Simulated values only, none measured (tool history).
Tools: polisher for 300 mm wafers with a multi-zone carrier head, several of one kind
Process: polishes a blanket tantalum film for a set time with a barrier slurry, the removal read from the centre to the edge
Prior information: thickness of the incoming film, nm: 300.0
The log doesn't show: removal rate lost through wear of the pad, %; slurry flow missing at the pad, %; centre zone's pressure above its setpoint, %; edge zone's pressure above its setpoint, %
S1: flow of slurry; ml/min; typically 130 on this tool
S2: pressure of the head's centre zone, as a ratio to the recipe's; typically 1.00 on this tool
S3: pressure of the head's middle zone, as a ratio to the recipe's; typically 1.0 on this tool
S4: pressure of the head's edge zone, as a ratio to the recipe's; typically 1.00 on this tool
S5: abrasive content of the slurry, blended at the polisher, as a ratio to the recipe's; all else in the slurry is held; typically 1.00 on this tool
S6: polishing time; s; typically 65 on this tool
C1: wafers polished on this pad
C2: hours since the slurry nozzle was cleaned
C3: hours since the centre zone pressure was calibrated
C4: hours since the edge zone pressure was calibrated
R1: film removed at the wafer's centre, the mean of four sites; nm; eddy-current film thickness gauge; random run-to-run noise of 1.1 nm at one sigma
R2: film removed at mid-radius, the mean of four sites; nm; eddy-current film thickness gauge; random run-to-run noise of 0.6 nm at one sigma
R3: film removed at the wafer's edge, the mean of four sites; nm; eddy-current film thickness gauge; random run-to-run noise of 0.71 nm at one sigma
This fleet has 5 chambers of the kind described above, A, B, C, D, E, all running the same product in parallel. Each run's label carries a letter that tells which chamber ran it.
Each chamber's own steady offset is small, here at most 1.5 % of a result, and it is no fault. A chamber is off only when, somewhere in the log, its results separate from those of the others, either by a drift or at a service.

{"day": 0.008, "done": "chamber A: centre zone pressure recalibrated"}
{"run": "1C", "day": 0.304, "S1": 130, "S2": 1.0, "S3": 1.0, "S4": 1.0, "S5": 1.0, "S6": 65, "C1": 709, "C2": 260.0, "C3": 574.8, "C4": 342.1, "R1": 79.439, "R2": 81.466, "R3": 81.426}
{"run": "2B", "day": 0.592, "S1": 130, "S2": 1.0, "S3": 1.0, "S4": 1.0, "S5": 1.0, "S6": 65, "C1": 530, "C2": 173.9, "C3": 399.4, "C4": 683.2, "R1": 82.135, "R2": 82.169, "R3": 83.764}
{"run": "3D", "day": 1.021, "S1": 130, "S2": 1.0, "S3": 1.0, "S4": 1.0, "S5": 1.0, "S6": 65, "C1": 1078, "C2": 581.8, "C3": 192.3, "C4": 233.7, "R1": 82.561, "R2": 81.289, "R3": 82.385}
{"day": 1.188, "done": "chamber D: worn pad replaced by a new one"}
{"run": "4A", "day": 1.342, "S1": 130, "S2": 1.0, "S3": 1.0, "S4": 1.0, "S5": 1.0, "S6": 65, "C1": 918, "C2": 178.5, "C3": 32.0, "C4": 60.6, "R1": 83.348, "R2": 82.207, "R3": 81.463}
{"day": 1.383, "done": "chamber A: worn pad replaced by a new one"}
{"run": "5E", "day": 1.733, "S1": 130, "S2": 1.0, "S3": 1.0, "S4": 1.0, "S5": 1.0, "S6": 65, "C1": 946, "C2": 107.7, "C3": 171.6, "C4": 1287.0, "R1": 81.181, "R2": 81.631, "R3": 81.048}
{"run": "6A", "day": 2.079, "S1": 130, "S2": 1.0, "S3": 1.0, "S4": 1.0, "S5": 1.0, "S6": 56, "C1": 215, "C2": 196.2, "C3": 49.7, "C4": 78.3, "R1": 71.375, "R2": 70.55, "R3": 68.906}
{"day": 2.183, "done": "chamber B: worn pad replaced by a new one"}
{"run": "7D", "day": 2.408, "S1": 130, "S2": 1.0, "S3": 1.0, "S4": 1.0, "S5": 1.0, "S6": 56, "C1": 377, "C2": 615.1, "C3": 225.6, "C4": 267.0, "R1": 69.978, "R2": 71.132, "R3": 70.758}
{"day": 2.617, "done": "chamber C: worn pad replaced by a new one"}
{"run": "8B", "day": 2.688, "S1": 130, "S2": 1.0, "S3": 1.0, "S4": 1.0, "S5": 1.0, "S6": 56, "C1": 156, "C2": 224.2, "C3": 449.7, "C4": 733.5, "R1": 71.523, "R2": 70.924, "R3": 71.264}
{"day": 2.954, "done": "chamber E: worn pad replaced by a new one"}
{"run": "9E", "day": 3.029, "S1": 130, "S2": 1.0, "S3": 1.0, "S4": 1.0, "S5": 1.0, "S6": 56, "C1": 23, "C2": 138.8, "C3": 202.7, "C4": 1318.1, "R1": 68.892, "R2": 70.264, "R3": 70.761}
{"run": "10C", "day": 3.562, "S1": 130, "S2": 1.0, "S3": 1.0, "S4": 1.0, "S5": 1.0, "S6": 56, "C1": 293, "C2": 338.2, "C3": 653.0, "C4": 420.3, "R1": 70.724, "R2": 70.129, "R3": 69.624}
{"run": "11B", "day": 3.842, "S1": 130, "S2": 1.0, "S3": 1.0, "S4": 1.0, "S5": 1.0, "S6": 65, "C1": 512, "C2": 251.9, "C3": 477.4, "C4": 761.2, "R1": 80.819, "R2": 81.986, "R3": 81.889}
{"day": 4.125, "done": "chamber A: worn pad replaced by a new one"}
{"run": "12C", "day": 4.375, "S1": 130, "S2": 1.07, "S3": 1.0, "S4": 1.0, "S5": 1.0, "S6": 73, "C1": 544, "C2": 357.7, "C3": 672.5, "C4": 439.8, "R1": 99.012, "R2": 91.749, "R3": 93.033}
{"run": "13A", "day": 4.679, "S1": 130, "S2": 1.07, "S3": 1.0, "S4": 1.0, "S5": 1.0, "S6": 73, "C1": 172, "C2": 258.6, "C3": 112.1, "C4": 140.7, "R1": 101.63, "R2": 91.509, "R3": 91.231}
{"day": 5.171, "done": "chamber D: worn pad replaced by a new one"}
{"run": "14E", "day": 5.208, "S1": 130, "S2": 1.07, "S3": 1.0, "S4": 1.0, "S5": 1.0, "S6": 73, "C1": 696, "C2": 191.1, "C3": 255.0, "C4": 1370.4, "R1": 98.265, "R2": 92.118, "R3": 90.628}
{"run": "15D", "day": 5.754, "S1": 130, "S2": 1.07, "S3": 1.0, "S4": 1.0, "S5": 1.0, "S6": 73, "C1": 181, "C2": 695.4, "C3": 305.9, "C4": 347.3, "R1": 97.594, "R2": 93.388, "R3": 92.517}
{"day": 5.838, "done": "chamber B: worn pad replaced by a new one"}
{"run": "16E", "day": 6.071, "S1": 130, "S2": 1.07, "S3": 1.0, "S4": 1.0, "S5": 1.0, "S6": 73, "C1": 963, "C2": 211.8, "C3": 275.7, "C4": 1391.1, "R1": 96.156, "R2": 92.375, "R3": 92.35}
{"run": "17B", "day": 6.588, "S1": 130, "S2": 1.0, "S3": 1.0, "S4": 1.0, "S5": 1.0, "S6": 65, "C1": 232, "C2": 317.8, "C3": 543.3, "C4": 827.1, "R1": 81.215, "R2": 82.596, "R3": 82.276}
{"day": 6.604, "done": "chamber E: worn pad replaced by a new one"}
{"day": 6.717, "done": "chamber A: slurry nozzle cleaned"}
{"day": 6.796, "done": "chamber C: worn pad replaced by a new one"}
{"run": "18A", "day": 7.042, "S1": 130, "S2": 1.0, "S3": 1.0, "S4": 1.0, "S5": 1.0, "S6": 65, "C1": 901, "C2": 7.9, "C3": 168.8, "C4": 197.4, "R1": 82.393, "R2": 81.732, "R3": 81.194}
{"run": "19C", "day": 7.304, "S1": 130, "S2": 1.0, "S3": 1.0, "S4": 1.0, "S5": 1.0, "S6": 65, "C1": 158, "C2": 428.0, "C3": 742.8, "C4": 510.1, "R1": 80.415, "R2": 81.215, "R3": 83.167}
{"day": 7.571, "done": "chamber E: edge zone pressure recalibrated"}
{"day": 7.725, "done": "chamber A: worn pad replaced by a new one"}
{"run": "20D", "day": 7.896, "S1": 130, "S2": 1.0, "S3": 1.0, "S4": 1.0, "S5": 1.25, "S6": 65, "C1": 842, "C2": 746.8, "C3": 357.3, "C4": 398.7, "R1": 83.513, "R2": 86.761, "R3": 87.795}
{"run": "21D", "day": 8.471, "S1": 130, "S2": 1.0, "S3": 1.0, "S4": 1.0, "S5": 1.25, "S6": 65, "C1": 1020, "C2": 760.6, "C3": 371.1, "C4": 412.5, "R1": 86.867, "R2": 86.697, "R3": 87.531}
{"run": "22A", "day": 8.8, "S1": 130, "S2": 1.0, "S3": 1.0, "S4": 1.0, "S5": 1.25, "S6": 65, "C1": 332, "C2": 50.1, "C3": 211.0, "C4": 239.6, "R1": 88.397, "R2": 88.413, "R3": 86.164}
{"day": 8.904, "done": "chamber B: worn pad replaced by a new one"}
{"day": 9.029, "done": "chamber D: worn pad replaced by a new one"}
{"day": 9.362, "done": "chamber B: slurry nozzle cleaned"}
{"run": "23B", "day": 9.388, "S1": 130, "S2": 1.0, "S3": 1.0, "S4": 1.0, "S5": 1.25, "S6": 65, "C1": 150, "C2": 0.7, "C3": 610.5, "C4": 894.3, "R1": 86.55, "R2": 87.335, "R3": 87.552}
{"run": "24E", "day": 9.721, "S1": 130, "S2": 1.0, "S3": 1.0, "S4": 1.0, "S5": 1.25, "S6": 65, "C1": 963, "C2": 299.4, "C3": 363.3, "C4": 51.7, "R1": 85.062, "R2": 86.003, "R3": 86.252}
{"day": 10.279, "done": "chamber E: worn pad replaced by a new one"}
{"run": "25C", "day": 10.292, "S1": 130, "S2": 1.0, "S3": 1.0, "S4": 1.0, "S5": 1.0, "S6": 65, "C1": 1080, "C2": 499.7, "C3": 814.5, "C4": 581.8, "R1": 82.3, "R2": 81.733, "R3": 80.908}
{"day": 10.529, "done": "chamber A: worn pad replaced by a new one"}
{"run": "26B", "day": 10.6, "S1": 130, "S2": 1.0, "S3": 1.0, "S4": 1.0, "S5": 1.0, "S6": 65, "C1": 525, "C2": 29.8, "C3": 639.6, "C4": 923.4, "R1": 81.653, "R2": 81.772, "R3": 81.781}
{"run": "27A", "day": 11.062, "S1": 130, "S2": 1.0, "S3": 1.0, "S4": 1.0, "S5": 1.0, "S6": 65, "C1": 164, "C2": 104.4, "C3": 265.3, "C4": 293.9, "R1": 82.561, "R2": 82.507, "R3": 80.495}
{"run": "28C", "day": 11.383, "S1": 130, "S2": 1.0, "S3": 1.0, "S4": 1.0, "S5": 1.0, "S6": 65, "C1": 1417, "C2": 525.9, "C3": 840.7, "C4": 608.0, "R1": 79.729, "R2": 81.205, "R3": 80.426}
{"day": 11.404, "done": "chamber C: worn pad replaced by a new one"}
{"run": "29D", "day": 11.679, "S1": 130, "S2": 1.0, "S3": 1.0, "S4": 1.0, "S5": 1.0, "S6": 65, "C1": 818, "C2": 837.6, "C3": 448.1, "C4": 489.5, "R1": 79.587, "R2": 81.754, "R3": 82.072}
{"run": "30E", "day": 11.975, "S1": 130, "S2": 1.0, "S3": 1.0, "S4": 1.0, "S5": 1.0, "S6": 65, "C1": 524, "C2": 353.5, "C3": 417.4, "C4": 105.8, "R1": 80.041, "R2": 81.989, "R3": 82.541}
{"run": "31E", "day": 12.375, "S1": 130, "S2": 1.0, "S3": 1.0, "S4": 1.0, "S5": 1.0, "S6": 65, "C1": 648, "C2": 363.1, "C3": 427.0, "C4": 115.4, "R1": 80.397, "R2": 80.716, "R3": 81.725}
{"day": 12.412, "done": "chamber B: worn pad replaced by a new one"}
{"day": 12.721, "done": "chamber C: edge zone pressure recalibrated"}
{"run": "32C", "day": 12.783, "S1": 130, "S2": 1.0, "S3": 1.0, "S4": 1.0, "S5": 1.0, "S6": 65, "C1": 426, "C2": 559.5, "C3": 874.3, "C4": 1.5, "R1": 81.385, "R2": 79.832, "R3": 80.582}
{"run": "33B", "day": 13.05, "S1": 130, "S2": 1.0, "S3": 1.0, "S4": 1.0, "S5": 1.0, "S6": 65, "C1": 197, "C2": 88.6, "C3": 698.4, "C4": 982.2, "R1": 83.253, "R2": 81.576, "R3": 82.685}
{"day": 13.1, "done": "chamber D: worn pad replaced by a new one"}
{"run": "34D", "day": 13.438, "S1": 130, "S2": 1.0, "S3": 1.0, "S4": 1.0, "S5": 1.0, "S6": 65, "C1": 104, "C2": 879.8, "C3": 490.3, "C4": 531.7, "R1": 78.835, "R2": 82.606, "R3": 82.506}
{"day": 13.512, "done": "chamber A: worn pad replaced by a new one"}
{"run": "35A", "day": 13.742, "S1": 170, "S2": 1.0, "S3": 1.1, "S4": 1.0, "S5": 1.0, "S6": 65, "C1": 71, "C2": 168.7, "C3": 329.6, "C4": 358.2, "R1": 87.875, "R2": 94.227, "R3": 84.432}
{"day": 14.062, "done": "chamber E: worn pad replaced by a new one"}
{"run": "36A", "day": 14.067, "S1": 170, "S2": 1.0, "S3": 1.1, "S4": 1.0, "S5": 1.0, "S6": 65, "C1": 171, "C2": 176.5, "C3": 337.4, "C4": 366.0, "R1": 86.081, "R2": 93.92, "R3": 83.96}
{"run": "37C", "day": 14.604, "S1": 170, "S2": 1.0, "S3": 1.1, "S4": 1.0, "S5": 1.0, "S6": 65, "C1": 988, "C2": 603.2, "C3": 918.0, "C4": 45.2, "R1": 84.276, "R2": 93.47, "R3": 84.092}
{"day": 14.733, "done": "chamber E: slurry nozzle cleaned"}
{"run": "38B", "day": 15.058, "S1": 170, "S2": 1.0, "S3": 1.1, "S4": 1.0, "S5": 1.0, "S6": 65, "C1": 818, "C2": 136.8, "C3": 746.6, "C4": 1030.4, "R1": 85.456, "R2": 94.842, "R3": 85.399}
{"run": "39D", "day": 15.525, "S1": 170, "S2": 1.0, "S3": 1.1, "S4": 1.0, "S5": 1.0, "S6": 65, "C1": 749, "C2": 929.9, "C3": 540.4, "C4": 581.8, "R1": 86.25, "R2": 94.428, "R3": 84.245}
{"run": "40E", "day": 16.108, "S1": 130, "S2": 1.0, "S3": 1.0, "S4": 1.0, "S5": 1.0, "S6": 65, "C1": 632, "C2": 33.1, "C3": 516.6, "C4": 205.0, "R1": 81.16, "R2": 81.574, "R3": 81.697}

Which is it: a chamber that has drifted or been left off by a service, a gauge drift common to all chambers, or only each chamber's usual small offset? If a chamber is off, name it and its likeliest cause.

Neither any chamber nor the gauge drifts; the chambers differ only by their own small, steady offsets.

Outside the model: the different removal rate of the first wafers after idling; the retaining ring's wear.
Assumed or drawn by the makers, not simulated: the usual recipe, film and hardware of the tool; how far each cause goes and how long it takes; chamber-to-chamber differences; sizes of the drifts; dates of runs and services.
